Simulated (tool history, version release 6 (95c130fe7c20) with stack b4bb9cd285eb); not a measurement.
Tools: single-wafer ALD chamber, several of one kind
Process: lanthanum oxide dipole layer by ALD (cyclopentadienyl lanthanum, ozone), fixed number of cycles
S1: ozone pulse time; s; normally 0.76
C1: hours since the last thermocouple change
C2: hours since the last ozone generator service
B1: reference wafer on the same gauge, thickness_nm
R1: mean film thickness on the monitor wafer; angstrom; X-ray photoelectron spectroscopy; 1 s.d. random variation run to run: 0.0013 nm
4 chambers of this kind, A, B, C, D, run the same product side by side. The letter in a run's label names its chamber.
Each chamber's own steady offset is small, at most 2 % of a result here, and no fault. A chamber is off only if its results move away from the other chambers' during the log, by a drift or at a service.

run,day,S1,C1,C2,B1,R1
1B,0.458,0.76,832,611.5,0.42484,4.4897
2D,0.912,0.76,1649.5,817.8,0.42504,4.511
3A,1.262,0.76,353.4,990.9,0.42496,4.4286
4C,1.467,0.76,584.7,403,0.42468,4.4959
5D,1.767,0.76,1670,838.3,0.42531,4.5322
6C,2.217,0.76,602.7,421,0.42497,4.5218
7A,2.475,0.76,382.5,1020,0.42493,4.4572
8B,2.762,0.76,887.3,666.8,0.42511,4.4859
9A,3.212,0.76,400.2,1037.7,0.425,4.4628
10C,3.596,0.76,635.8,454.1,0.42492,4.5093
11D,3.867,0.76,1720.4,888.7,0.42489,4.5007
12B,4.196,0.76,921.7,701.2,0.42503,4.4598
13D,4.638,0.76,1738.9,907.2,0.42489,4.5247
14C,4.958,0.76,668.5,486.8,0.42471,4.4985
15B,5.279,0.76,947.7,727.2,0.42487,4.4871
16A,5.688,0.76,459.6,1097.1,0.42505,4.4389
17A,6.062,1.02,468.6,1106.1,0.42504,4.9596
18B,6.271,1.02,971.5,751,0.42528,4.963
19D,6.562,1.02,1785.1,953.4,0.42528,5.0589
20C,6.838,1.02,713.6,531.9,0.42531,4.9988
21D,7.179,0.96,1799.9,968.2,0.42523,4.9502
22A,7.575,0.96,504.9,1142.4,0.42518,4.8525
23C,7.871,0.96,738.4,556.7,0.42484,4.924
24B,8.146,0.96,1016.5,796,0.42496,4.8715
25B,8.462,0.76,1024.1,803.6,0.42503,4.4543
26D,8.783,0.54,1838.4,1006.7,0.42471,3.8233
27C,9.042,0.54,766.5,584.8,0.4251,3.8053
28A,9.308,0.54,546.5,1184,0.42503,3.759
29D,9.567,0.54,1857.2,1025.5,0.42519,3.7827
30A,9.788,0.76,558,1195.5,0.42506,4.4528
31C,10.054,0.76,790.8,609.1,0.42473,4.5331
32B,10.512,0.76,1073.3,852.8,0.42495,4.4258
33B,10.917,0.76,1083,862.5,0.42497,4.4142
34C,11.229,0.76,819,637.3,0.42496,4.508
35D,11.65,0.62,1907.2,1075.5,0.42464,4.1143
36A,11.942,0.62,609.7,1247.2,0.42495,4.0536
37C,12.188,0.62,842,660.3,0.42477,4.091

All 4 chambers run these settings next. Forecast each chamber's results:
38A,12.517,0.76,,,,?
38B,12.517,0.76,,,,?
38C,12.517,0.76,,,,?
38D,12.517,0.76,,,,?

run,R1
38A,4.4579
38B,4.414
38C,4.5353
38D,4.5209

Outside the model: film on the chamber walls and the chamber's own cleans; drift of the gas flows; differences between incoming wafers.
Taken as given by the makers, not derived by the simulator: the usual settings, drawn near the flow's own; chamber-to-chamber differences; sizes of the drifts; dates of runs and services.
